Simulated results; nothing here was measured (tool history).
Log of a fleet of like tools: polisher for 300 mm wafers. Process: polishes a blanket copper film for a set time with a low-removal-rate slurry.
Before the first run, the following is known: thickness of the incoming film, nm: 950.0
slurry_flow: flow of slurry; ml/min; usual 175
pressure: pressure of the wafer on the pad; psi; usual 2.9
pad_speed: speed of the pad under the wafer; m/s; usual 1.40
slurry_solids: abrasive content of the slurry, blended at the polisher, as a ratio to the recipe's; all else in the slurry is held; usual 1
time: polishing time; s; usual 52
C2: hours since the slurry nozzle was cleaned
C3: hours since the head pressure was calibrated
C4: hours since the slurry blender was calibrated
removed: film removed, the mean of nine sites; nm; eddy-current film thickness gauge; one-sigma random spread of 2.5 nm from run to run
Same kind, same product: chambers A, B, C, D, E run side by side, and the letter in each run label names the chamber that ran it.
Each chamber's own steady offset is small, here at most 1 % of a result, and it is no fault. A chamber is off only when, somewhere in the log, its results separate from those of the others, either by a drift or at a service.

{"day": 0.208, "done": "chamber A: worn pad replaced by a new one"}
{"run": "1E", "day": 0.496, "slurry_flow": 175, "pressure": 2.9, "pad_speed": 1.4, "slurry_solids": 1, "time": 52, "wafers polished on this pad": 386, "C2": 252.9, "C3": 381.2, "C4": 15.1, "removed": 203.64}
{"run": "2D", "day": 0.838, "slurry_flow": 175, "pressure": 2.9, "pad_speed": 1.4, "slurry_solids": 1, "time": 52, "wafers polished on this pad": 673, "C2": 243.2, "C3": 511.2, "C4": 95.9, "removed": 199.79}
{"run": "3C", "day": 1.146, "slurry_flow": 175, "pressure": 2.9, "pad_speed": 1.4, "slurry_solids": 1, "time": 52, "wafers polished on this pad": 823, "C2": 151.5, "C3": 391.9, "C4": 217.8, "removed": 201.39}
{"day": 1.317, "done": "chamber C: worn pad replaced by a new one"}
{"run": "4B", "day": 1.512, "slurry_flow": 175, "pressure": 2.9, "pad_speed": 1.4, "slurry_solids": 1, "time": 52, "wafers polished on this pad": 612, "C2": 586.8, "C3": 685.8, "C4": 113.4, "removed": 204.18}
{"day": 1.638, "done": "chamber A: slurry blender recalibrated"}
{"day": 1.738, "done": "chamber E: worn pad replaced by a new one"}
{"run": "5A", "day": 1.767, "slurry_flow": 175, "pressure": 2.9, "pad_speed": 1.4, "slurry_solids": 1, "time": 52, "wafers polished on this pad": 495, "C2": 127.1, "C3": 555.8, "C4": 3.1, "removed": 206.15}
{"run": "6C", "day": 2.038, "slurry_flow": 175, "pressure": 2.9, "pad_speed": 1.4, "slurry_solids": 1, "time": 52, "wafers polished on this pad": 229, "C2": 172.9, "C3": 413.3, "C4": 239.2, "removed": 205.96}
{"day": 2.35, "done": "chamber D: slurry blender recalibrated"}
{"run": "7A", "day": 2.442, "slurry_flow": 175, "pressure": 2.9, "pad_speed": 1.4, "slurry_solids": 1, "time": 52, "wafers polished on this pad": 710, "C2": 143.3, "C3": 572.0, "C4": 19.3, "removed": 211.29}
{"day": 2.754, "done": "chamber B: worn pad replaced by a new one"}
{"run": "8B", "day": 2.754, "slurry_flow": 175, "pressure": 2.9, "pad_speed": 1.4, "slurry_solids": 1, "time": 36, "wafers polished on this pad": 0, "C2": 616.6, "C3": 715.6, "C4": 143.2, "removed": 142.89}
{"day": 2.896, "done": "chamber A: worn pad replaced by a new one"}
{"day": 2.9, "done": "chamber C: head pressure recalibrated"}
{"run": "9E", "day": 3.25, "slurry_flow": 175, "pressure": 2.9, "pad_speed": 1.4, "slurry_solids": 1, "time": 36, "wafers polished on this pad": 481, "C2": 319.0, "C3": 447.3, "C4": 81.2, "removed": 142.32}
{"day": 3.375, "done": "chamber D: worn pad replaced by a new one"}
{"run": "10D", "day": 3.558, "slurry_flow": 175, "pressure": 2.9, "pad_speed": 1.4, "slurry_solids": 1, "time": 36, "wafers polished on this pad": 59, "C2": 308.5, "C3": 576.5, "C4": 29.0, "removed": 140.54}
{"day": 3.946, "done": "chamber C: worn pad replaced by a new one"}
{"run": "11C", "day": 4.029, "slurry_flow": 175, "pressure": 2.9, "pad_speed": 1.4, "slurry_solids": 1, "time": 36, "wafers polished on this pad": 27, "C2": 220.7, "C3": 27.2, "C4": 287.0, "removed": 140.36}
{"run": "12A", "day": 4.438, "slurry_flow": 175, "pressure": 2.9, "pad_speed": 1.4, "slurry_solids": 1, "time": 36, "wafers polished on this pad": 490, "C2": 191.2, "C3": 619.9, "C4": 67.2, "removed": 144.73}
{"day": 4.504, "done": "chamber E: worn pad replaced by a new one"}
{"run": "13D", "day": 4.854, "slurry_flow": 175, "pressure": 3.8, "pad_speed": 0.98, "slurry_solids": 1, "time": 52, "wafers polished on this pad": 470, "C2": 339.6, "C3": 607.6, "C4": 60.1, "removed": 189.11}
{"day": 4.992, "done": "chamber C: slurry blender recalibrated"}
{"day": 5.012, "done": "chamber A: worn pad replaced by a new one"}
{"run": "14E", "day": 5.075, "slurry_flow": 175, "pressure": 3.8, "pad_speed": 0.98, "slurry_solids": 1, "time": 52, "wafers polished on this pad": 181, "C2": 362.8, "C3": 491.1, "C4": 125.0, "removed": 187.0}
{"run": "15B", "day": 5.538, "slurry_flow": 175, "pressure": 3.8, "pad_speed": 0.98, "slurry_solids": 1, "time": 52, "wafers polished on this pad": 884, "C2": 683.4, "C3": 782.4, "C4": 210.0, "removed": 187.54}
{"day": 5.588, "done": "chamber E: slurry blender recalibrated"}
{"run": "16A", "day": 5.783, "slurry_flow": 175, "pressure": 3.8, "pad_speed": 0.98, "slurry_solids": 1, "time": 52, "wafers polished on this pad": 246, "C2": 223.5, "C3": 652.2, "C4": 99.5, "removed": 187.74}
{"day": 5.842, "done": "chamber B: worn pad replaced by a new one"}
{"day": 5.875, "done": "chamber A: slurry blender recalibrated"}
{"run": "17B", "day": 6.171, "slurry_flow": 175, "pressure": 3.8, "pad_speed": 0.98, "slurry_solids": 1, "time": 52, "wafers polished on this pad": 105, "C2": 698.6, "C3": 797.6, "C4": 225.2, "removed": 184.97}
{"run": "18E", "day": 6.471, "slurry_flow": 175, "pressure": 2.9, "pad_speed": 1.4, "slurry_solids": 1, "time": 52, "wafers polished on this pad": 625, "C2": 396.3, "C3": 524.6, "C4": 21.3, "removed": 199.1}
{"day": 6.517, "done": "chamber C: worn pad replaced by a new one"}
{"run": "19D", "day": 6.775, "slurry_flow": 175, "pressure": 2.9, "pad_speed": 1.4, "slurry_solids": 1, "time": 52, "wafers polished on this pad": 1080, "C2": 385.7, "C3": 653.7, "C4": 106.2, "removed": 206.07}
{"run": "20C", "day": 7.096, "slurry_flow": 175, "pressure": 2.9, "pad_speed": 1.4, "slurry_solids": 1, "time": 52, "wafers polished on this pad": 184, "C2": 294.3, "C3": 100.8, "C4": 50.5, "removed": 203.87}
{"day": 7.179, "done": "chamber D: worn pad replaced by a new one"}
{"day": 7.229, "done": "chamber E: worn pad replaced by a new one"}
{"day": 7.254, "done": "chamber C: slurry nozzle cleaned"}
{"day": 7.379, "done": "chamber A: worn pad replaced by a new one"}
{"run": "21B", "day": 7.412, "slurry_flow": 175, "pressure": 2.9, "pad_speed": 1.6, "slurry_solids": 1, "time": 68, "wafers polished on this pad": 500, "C2": 728.4, "C3": 827.4, "C4": 255.0, "removed": 300.17}
{"day": 7.658, "done": "chamber D: slurry blender recalibrated"}
{"run": "22A", "day": 7.712, "slurry_flow": 175, "pressure": 2.9, "pad_speed": 1.6, "slurry_solids": 1, "time": 68, "wafers polished on this pad": 106, "C2": 269.8, "C3": 698.5, "C4": 44.2, "removed": 306.84}
{"run": "23C", "day": 8.0, "slurry_flow": 175, "pressure": 2.9, "pad_speed": 1.6, "slurry_solids": 1, "time": 68, "wafers polished on this pad": 472, "C2": 18.0, "C3": 122.5, "C4": 72.2, "removed": 303.1}
{"run": "24E", "day": 8.292, "slurry_flow": 175, "pressure": 2.9, "pad_speed": 1.6, "slurry_solids": 1, "time": 68, "wafers polished on this pad": 337, "C2": 440.0, "C3": 568.3, "C4": 65.0, "removed": 300.43}
{"run": "25D", "day": 8.55, "slurry_flow": 175, "pressure": 2.9, "pad_speed": 1.6, "slurry_solids": 1, "time": 68, "wafers polished on this pad": 436, "C2": 428.3, "C3": 696.3, "C4": 21.5, "removed": 297.7}
{"run": "26D", "day": 8.85, "slurry_flow": 175, "pressure": 2.9, "pad_speed": 1.4, "slurry_solids": 1, "time": 52, "wafers polished on this pad": 531, "C2": 435.5, "C3": 703.5, "C4": 28.7, "removed": 201.77}
{"run": "27A", "day": 9.079, "slurry_flow": 175, "pressure": 2.9, "pad_speed": 1.4, "slurry_solids": 1, "time": 52, "wafers polished on this pad": 540, "C2": 302.6, "C3": 731.3, "C4": 77.0, "removed": 204.49}
{"day": 9.108, "done": "chamber B: worn pad replaced by a new one"}
{"day": 9.258, "done": "chamber C: worn pad replaced by a new one"}
{"run": "28C", "day": 9.546, "slurry_flow": 175, "pressure": 2.9, "pad_speed": 1.4, "slurry_solids": 1, "time": 52, "wafers polished on this pad": 91, "C2": 55.1, "C3": 159.6, "C4": 109.3, "removed": 203.27}
{"day": 9.808, "done": "chamber A: slurry blender recalibrated"}
{"day": 9.842, "done": "chamber A: worn pad replaced by a new one"}
{"day": 9.925, "done": "chamber E: worn pad replaced by a new one"}
{"run": "29B", "day": 10.062, "slurry_flow": 220, "pressure": 2.0, "pad_speed": 1.4, "slurry_solids": 1, "time": 52, "wafers polished on this pad": 303, "C2": 792.0, "C3": 891.0, "C4": 318.6, "removed": 142.41}
{"run": "30E", "day": 10.354, "slurry_flow": 220, "pressure": 2.0, "pad_speed": 1.4, "slurry_solids": 1, "time": 52, "wafers polished on this pad": 136, "C2": 489.5, "C3": 617.8, "C4": 114.5, "removed": 143.93}
{"run": "31D", "day": 10.775, "slurry_flow": 220, "pressure": 2.0, "pad_speed": 1.4, "slurry_solids": 1, "time": 52, "wafers polished on this pad": 1142, "C2": 481.7, "C3": 749.7, "C4": 74.9, "removed": 145.61}
{"run": "32C", "day": 11.229, "slurry_flow": 220, "pressure": 2.0, "pad_speed": 1.4, "slurry_solids": 1, "time": 52, "wafers polished on this pad": 626, "C2": 95.5, "C3": 200.0, "C4": 149.7, "removed": 148.19}
{"run": "33B", "day": 11.496, "slurry_flow": 220, "pressure": 2.0, "pad_speed": 1.4, "slurry_solids": 1, "time": 52, "wafers polished on this pad": 758, "C2": 826.4, "C3": 925.4, "C4": 353.0, "removed": 136.76}
{"day": 11.654, "done": "chamber E: slurry nozzle cleaned"}
{"run": "34A", "day": 11.783, "slurry_flow": 175, "pressure": 2.9, "pad_speed": 1.4, "slurry_solids": 1, "time": 52, "wafers polished on this pad": 617, "C2": 367.5, "C3": 796.2, "C4": 47.4, "removed": 206.7}
{"day": 11.896, "done": "chamber E: slurry blender recalibrated"}
{"run": "35E", "day": 12.071, "slurry_flow": 175, "pressure": 2.9, "pad_speed": 1.4, "slurry_solids": 1, "time": 52, "wafers polished on this pad": 681, "C2": 10.0, "C3": 659.0, "C4": 4.3, "removed": 206.35}

What goes on in this fleet: one chamber off, a drifting gauge, or nothing beyond the chambers' own small offsets? Name the chamber and the cause, if any.

It is chamber B that slowly wanders off from its peers.
What lies behind it: slurry flow missing at the pad, % = 41.2.
From this log alone, it may not be told apart from: head's pressure below its setpoint, %; abrasive missing from the slurry, %.

Below are 4 candidate recipes for chamber B's next run, each the usual settings with a change, their results shown as question marks. Which of them brings B's results back in line with what the other chambers give on the usual settings?
In line means no further than this from the other chambers' mean on the usual settings: removed 8.70 nm
{"run": "36B-1", "day": 12.442, "slurry_flow": 175, "pressure": 2.8, "pad_speed": 1.36, "slurry_solids": 1.0, "time": 50, "removed": "?"}
{"run": "36B-2", "day": 12.442, "slurry_flow": 175, "pressure": 3.0, "pad_speed": 1.44, "slurry_solids": 1.0, "time": 54, "removed": "?"}
{"run": "36B-3", "day": 12.442, "slurry_flow": 115, "pressure": 2.9, "pad_speed": 1.4, "slurry_solids": 0.75, "time": 52, "removed": "?"}
{"run": "36B-4", "day": 12.442, "slurry_flow": 175, "pressure": 3.1, "pad_speed": 1.48, "slurry_solids": 1.0, "time": 55, "removed": "?"}

The other chambers' mean on the usual settings: removed 204.21 nm
run=36B-1 removed=168.18
run=36B-2 removed=206.17
run=36B-3 removed=155.06
run=36B-4 removed=223.07
The right change is 36B-2: it brings the chamber back within the allowed miss of the others.

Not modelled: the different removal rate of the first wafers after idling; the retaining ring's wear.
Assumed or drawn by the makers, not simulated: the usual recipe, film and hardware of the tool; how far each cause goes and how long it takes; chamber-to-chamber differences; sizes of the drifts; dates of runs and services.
